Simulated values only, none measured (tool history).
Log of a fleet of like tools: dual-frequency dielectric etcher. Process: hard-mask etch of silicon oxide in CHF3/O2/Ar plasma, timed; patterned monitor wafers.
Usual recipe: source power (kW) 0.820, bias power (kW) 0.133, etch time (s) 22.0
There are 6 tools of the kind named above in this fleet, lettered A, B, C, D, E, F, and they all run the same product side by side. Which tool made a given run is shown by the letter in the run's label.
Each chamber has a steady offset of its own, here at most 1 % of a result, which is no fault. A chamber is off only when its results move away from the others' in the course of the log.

| run | hour | source power (kW) | bias power (kW) | etch time (s) | hours since the last wet clean | hours since the last source power generator calibration | hours since the last bias power generator calibration | read-back reference wafer on the same gauge, depth_nm | mean etch depth across the wafer (angstrom) |
|---|---|---|---|---|---|---|---|---|---|
| 1C | 13.9 | 0.820 | 0.133 | 22.0 | 169.8 | 1329.7 | 589.6 | 38.408 | 449.64 |
| 2D | 21.3 | 0.820 | 0.133 | 22.0 | 324.8 | 1932.7 | 2350.4 | 38.394 | 446.39 |
| 3E | 31.2 | 0.820 | 0.133 | 22.0 | 453.2 | 2011.3 | 1649.5 | 38.382 | 441.63 |
| 4B | 45.0 | 0.820 | 0.133 | 22.0 | 382.8 | 488.9 | 1523.8 | 38.373 | 443.68 |
| 5A | 53.1 | 0.820 | 0.133 | 22.0 | 367.0 | 4592.0 | 2888.0 | 38.412 | 443.64 |
|  | 62.5 | chamber D: wet clean of the chamber |
| 6F | 63.2 | 0.820 | 0.133 | 22.0 | 618.2 | 187.3 | 742.8 | 38.412 | 448.12 |
| 7D | 72.2 | 0.820 | 0.133 | 22.0 | 9.7 | 1983.6 | 2401.3 | 38.415 | 445.31 |
|  | 74.9 | chamber A: source power generator calibrated |
| 8A | 83.1 | 0.880 | 0.133 | 18.0 | 397.0 | 8.3 | 2918.0 | 38.385 | 373.68 |
| 9E | 93.9 | 0.880 | 0.133 | 18.0 | 515.9 | 2074.0 | 1712.2 | 38.396 | 375.06 |
|  | 98.3 | chamber A: wet clean of the chamber |
| 10B | 103.0 | 0.880 | 0.133 | 18.0 | 440.8 | 546.9 | 1581.8 | 38.392 | 375.73 |
|  | 112.2 | chamber F: wet clean of the chamber |
| 11F | 116.8 | 0.880 | 0.133 | 18.0 | 4.6 | 240.9 | 796.4 | 38.410 | 376.52 |
| 12C | 126.0 | 0.880 | 0.133 | 18.0 | 281.9 | 1441.8 | 701.7 | 38.400 | 378.23 |
| 13C | 133.0 | 0.880 | 0.133 | 18.0 | 288.9 | 1448.8 | 708.7 | 38.393 | 375.35 |
| 14F | 148.1 | 0.820 | 0.133 | 22.0 | 35.9 | 272.2 | 827.7 | 38.437 | 447.35 |
| 15D | 159.0 | 0.970 | 0.133 | 18.5 | 96.5 | 2070.4 | 2488.1 | 38.398 | 401.34 |
| 16E | 170.8 | 0.970 | 0.133 | 18.5 | 592.8 | 2150.9 | 1789.1 | 38.374 | 396.80 |
|  | 177.8 | chamber B: wet clean of the chamber |
| 17A | 179.0 | 0.970 | 0.133 | 18.5 | 80.7 | 104.2 | 3013.9 | 38.423 | 402.66 |
|  | 190.4 | chamber E: wet clean of the chamber |
| 18B | 190.6 | 0.970 | 0.133 | 18.5 | 12.8 | 634.5 | 1669.4 | 38.387 | 401.89 |
| 19D | 204.4 | 0.970 | 0.133 | 18.5 | 141.9 | 2115.8 | 2533.5 | 38.378 | 397.76 |
| 20F | 217.5 | 0.970 | 0.133 | 18.5 | 105.3 | 341.6 | 897.1 | 38.385 | 401.84 |
|  | 225.1 | chamber C: wet clean of the chamber |
| 21E | 231.1 | 0.650 | 0.153 | 22.0 | 40.8 | 2211.2 | 1849.4 | 38.373 | 423.97 |
| 22C | 245.5 | 0.650 | 0.153 | 22.0 | 20.4 | 1561.3 | 821.2 | 38.377 | 426.29 |
| 23A | 254.2 | 0.650 | 0.153 | 22.0 | 155.9 | 179.4 | 3089.1 | 38.393 | 424.09 |
| 24B | 261.2 | 0.650 | 0.153 | 22.0 | 83.4 | 705.1 | 1740.0 | 38.404 | 427.34 |
| 25B | 275.3 | 0.650 | 0.153 | 22.0 | 97.5 | 719.2 | 1754.1 | 38.434 | 426.80 |
| 26F | 284.8 | 0.650 | 0.153 | 22.0 | 172.6 | 408.9 | 964.4 | 38.398 | 427.53 |
| 27E | 296.9 | 0.820 | 0.133 | 22.0 | 106.6 | 2277.0 | 1915.2 | 38.399 | 443.57 |
| 28A | 311.9 | 0.820 | 0.133 | 22.0 | 213.6 | 237.1 | 3146.8 | 38.408 | 443.34 |
| 29C | 322.1 | 0.820 | 0.133 | 22.0 | 97.0 | 1637.9 | 897.8 | 38.402 | 447.22 |
| 30D | 330.2 | 0.820 | 0.133 | 22.0 | 267.7 | 2241.6 | 2659.3 | 38.415 | 443.41 |
| 31E | 339.1 | 0.820 | 0.133 | 22.0 | 148.8 | 2319.2 | 1957.4 | 38.387 | 442.62 |
| 32B | 349.6 | 0.820 | 0.133 | 22.0 | 171.8 | 793.5 | 1828.4 | 38.432 | 446.54 |
| 33C | 356.7 | 0.820 | 0.133 | 22.0 | 131.6 | 1672.5 | 932.4 | 38.425 | 443.73 |
| 34F | 366.5 | 0.820 | 0.133 | 22.0 | 254.3 | 490.6 | 1046.1 | 38.384 | 450.90 |
| 35D | 374.1 | 0.820 | 0.133 | 22.0 | 311.6 | 2285.5 | 2703.2 | 38.423 | 445.25 |
| 36A | 386.7 | 0.820 | 0.133 | 22.0 | 288.4 | 311.9 | 3221.6 | 38.393 | 444.66 |
| 37F | 400.8 | 0.820 | 0.133 | 22.0 | 288.6 | 524.9 | 1080.4 | 38.355 | 448.53 |

Next, every chamber runs the same settings. What will each give?
| 38A | 411.9 | 0.820 | 0.133 | 24.5 |  |  |  |  | ? |
| 38B | 411.9 | 0.820 | 0.133 | 24.5 |  |  |  |  | ? |
| 38C | 411.9 | 0.820 | 0.133 | 24.5 |  |  |  |  | ? |
| 38D | 411.9 | 0.820 | 0.133 | 24.5 |  |  |  |  | ? |
| 38E | 411.9 | 0.820 | 0.133 | 24.5 |  |  |  |  | ? |
| 38F | 411.9 | 0.820 | 0.133 | 24.5 |  |  |  |  | ? |

| run | mean etch depth across the wafer (angstrom) |
|---|---|
| 38A | 494.88 |
| 38B | 497.46 |
| 38C | 500.18 |
| 38D | 493.30 |
| 38E | 491.53 |
| 38F | 497.71 |

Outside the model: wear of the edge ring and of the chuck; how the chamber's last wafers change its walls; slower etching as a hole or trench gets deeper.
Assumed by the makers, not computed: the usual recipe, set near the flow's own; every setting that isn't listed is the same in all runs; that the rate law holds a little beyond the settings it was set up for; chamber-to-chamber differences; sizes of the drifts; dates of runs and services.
